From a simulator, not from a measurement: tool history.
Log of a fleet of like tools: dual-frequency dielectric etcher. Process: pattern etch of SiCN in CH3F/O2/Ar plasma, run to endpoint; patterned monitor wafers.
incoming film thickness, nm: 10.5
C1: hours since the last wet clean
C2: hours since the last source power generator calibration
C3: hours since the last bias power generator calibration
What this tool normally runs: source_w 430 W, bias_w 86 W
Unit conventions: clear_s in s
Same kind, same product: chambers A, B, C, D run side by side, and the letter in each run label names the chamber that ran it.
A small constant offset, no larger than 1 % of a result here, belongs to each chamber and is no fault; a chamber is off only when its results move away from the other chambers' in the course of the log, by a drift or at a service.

{"run": "1B", "day": 0.25, "source_w": 430, "bias_w": 86, "C1": 343.6, "C2": 1900.1, "C3": 627, "clear_s": 25.592}
{"run": "2A", "day": 0.438, "source_w": 430, "bias_w": 86, "C1": 41.9, "C2": 2025.5, "C3": 3993.5, "clear_s": 25.503}
{"run": "3D", "day": 0.625, "source_w": 430, "bias_w": 86, "C1": 219.6, "C2": 733.7, "C3": 627.9, "clear_s": 25.323}
{"run": "4C", "day": 0.862, "source_w": 430, "bias_w": 86, "C1": 337.7, "C2": 1292.1, "C3": 876.8, "clear_s": 25.403}
{"run": "5C", "day": 1.104, "source_w": 430, "bias_w": 86, "C1": 343.5, "C2": 1297.9, "C3": 882.6, "clear_s": 25.516}
{"day": 1.146, "done": "chamber A: source power generator calibrated"}
{"run": "6B", "day": 1.4, "source_w": 430, "bias_w": 86, "C1": 371.2, "C2": 1927.7, "C3": 654.6, "clear_s": 25.438}
{"run": "7A", "day": 1.746, "source_w": 430, "bias_w": 86, "C1": 73.3, "C2": 14.4, "C3": 4024.9, "clear_s": 25.468}
{"run": "8D", "day": 2.083, "source_w": 430, "bias_w": 86, "C1": 254.6, "C2": 768.7, "C3": 662.9, "clear_s": 25.596}
{"run": "9C", "day": 2.475, "source_w": 430, "bias_w": 86, "C1": 376.4, "C2": 1330.8, "C3": 915.5, "clear_s": 25.173}
{"run": "10A", "day": 2.862, "source_w": 430, "bias_w": 86, "C1": 100.1, "C2": 41.2, "C3": 4051.7, "clear_s": 25.359}
{"day": 3.229, "done": "chamber A: bias power generator calibrated"}
{"run": "11B", "day": 3.254, "source_w": 500, "bias_w": 97, "C1": 415.7, "C2": 1972.2, "C3": 699.1, "clear_s": 22.993}
{"run": "12D", "day": 3.583, "source_w": 500, "bias_w": 97, "C1": 290.6, "C2": 804.7, "C3": 698.9, "clear_s": 22.905}
{"day": 3.7, "done": "chamber C: wet clean of the chamber"}
{"run": "13D", "day": 3.888, "source_w": 500, "bias_w": 97, "C1": 297.9, "C2": 812, "C3": 706.2, "clear_s": 22.926}
{"run": "14C", "day": 4.254, "source_w": 500, "bias_w": 97, "C1": 13.4, "C2": 1373.5, "C3": 958.2, "clear_s": 22.19}
{"run": "15B", "day": 4.638, "source_w": 430, "bias_w": 107, "C1": 448.9, "C2": 2005.4, "C3": 732.3, "clear_s": 23.598}
{"run": "16A", "day": 4.975, "source_w": 430, "bias_w": 107, "C1": 150.8, "C2": 91.9, "C3": 41.9, "clear_s": 23.473}
{"run": "17A", "day": 5.367, "source_w": 430, "bias_w": 107, "C1": 160.2, "C2": 101.3, "C3": 51.3, "clear_s": 23.392}
{"run": "18B", "day": 5.612, "source_w": 430, "bias_w": 107, "C1": 472.3, "C2": 2028.8, "C3": 755.7, "clear_s": 23.412}
{"run": "19C", "day": 5.983, "source_w": 430, "bias_w": 86, "C1": 54.9, "C2": 1415, "C3": 999.7, "clear_s": 24.4}
{"run": "20D", "day": 6.371, "source_w": 430, "bias_w": 86, "C1": 357.5, "C2": 871.6, "C3": 765.8, "clear_s": 25.56}
{"run": "21C", "day": 6.583, "source_w": 510, "bias_w": 71, "C1": 69.3, "C2": 1429.4, "C3": 1014.1, "clear_s": 24.589}
{"run": "22A", "day": 6.812, "source_w": 510, "bias_w": 71, "C1": 194.9, "C2": 136, "C3": 86, "clear_s": 25.696}
{"day": 7.021, "done": "chamber B: wet clean of the chamber"}
{"run": "23D", "day": 7.088, "source_w": 510, "bias_w": 71, "C1": 374.7, "C2": 888.8, "C3": 783, "clear_s": 25.648}
{"run": "24B", "day": 7.383, "source_w": 510, "bias_w": 71, "C1": 8.8, "C2": 2071.3, "C3": 798.2, "clear_s": 25.48}
{"run": "25D", "day": 7.704, "source_w": 430, "bias_w": 86, "C1": 389.5, "C2": 903.6, "C3": 797.8, "clear_s": 25.527}
{"run": "26C", "day": 8.117, "source_w": 430, "bias_w": 86, "C1": 106.1, "C2": 1466.2, "C3": 1050.9, "clear_s": 24.351}
{"run": "27B", "day": 8.442, "source_w": 430, "bias_w": 86, "C1": 34.2, "C2": 2096.7, "C3": 823.6, "clear_s": 25.597}
{"run": "28A", "day": 8.804, "source_w": 430, "bias_w": 86, "C1": 242.7, "C2": 183.8, "C3": 133.8, "clear_s": 25.598}
{"run": "29B", "day": 9.104, "source_w": 430, "bias_w": 86, "C1": 50.1, "C2": 2112.6, "C3": 839.5, "clear_s": 25.313}
{"run": "30D", "day": 9.3, "source_w": 430, "bias_w": 86, "C1": 427.8, "C2": 941.9, "C3": 836.1, "clear_s": 25.366}
{"run": "31C", "day": 9.646, "source_w": 430, "bias_w": 86, "C1": 142.8, "C2": 1502.9, "C3": 1087.6, "clear_s": 24.275}
{"run": "32A", "day": 9.842, "source_w": 430, "bias_w": 86, "C1": 267.6, "C2": 208.7, "C3": 158.7, "clear_s": 25.535}
{"run": "33B", "day": 10.15, "source_w": 430, "bias_w": 86, "C1": 75.2, "C2": 2137.7, "C3": 864.6, "clear_s": 25.383}
{"run": "34D", "day": 10.346, "source_w": 390, "bias_w": 86, "C1": 452.9, "C2": 967, "C3": 861.2, "clear_s": 26.615}
{"run": "35C", "day": 10.692, "source_w": 390, "bias_w": 86, "C1": 167.9, "C2": 1528, "C3": 1112.7, "clear_s": 25.28}
{"run": "36A", "day": 11.083, "source_w": 390, "bias_w": 86, "C1": 297.4, "C2": 238.5, "C3": 188.5, "clear_s": 26.638}
{"run": "37C", "day": 11.412, "source_w": 390, "bias_w": 86, "C1": 185.2, "C2": 1545.3, "C3": 1130, "clear_s": 25.448}

Decide between three cases: one chamber stands off from its peers, the gauge reading all wafers drifts, or nothing is wrong past each chamber's small offset. Where a chamber is off, say which and what most likely put it there.

After it was serviced, chamber C no longer matches the other chambers.
What lies behind it: etch rate over this chamber's usual, % = 3.89.

Here are 4 candidates for chamber C's next run, each the usual settings with a change, their results left as question marks. Which one brings its results back in line with what the others give on the usual settings?
A result is in line if it is within this distance of the other chambers' mean on the usual settings: clear_s 0.32 s
{"run": "38C-1", "day": 11.717, "source_w": 390, "bias_w": 77, "clear_s": "?"}
{"run": "38C-2", "day": 11.717, "source_w": 460, "bias_w": 91, "clear_s": "?"}
{"run": "38C-3", "day": 11.717, "source_w": 430, "bias_w": 76, "clear_s": "?"}
{"run": "38C-4", "day": 11.717, "source_w": 480, "bias_w": 95, "clear_s": "?"}

Mean of the other chambers on the usual settings: clear_s 25.501 s
run=38C-1 clear_s=26.259
run=38C-2 clear_s=23.233
run=38C-3 clear_s=25.44
run=38C-4 clear_s=22.509
The right change is 38C-3: it brings the chamber back within the allowed miss of the others.
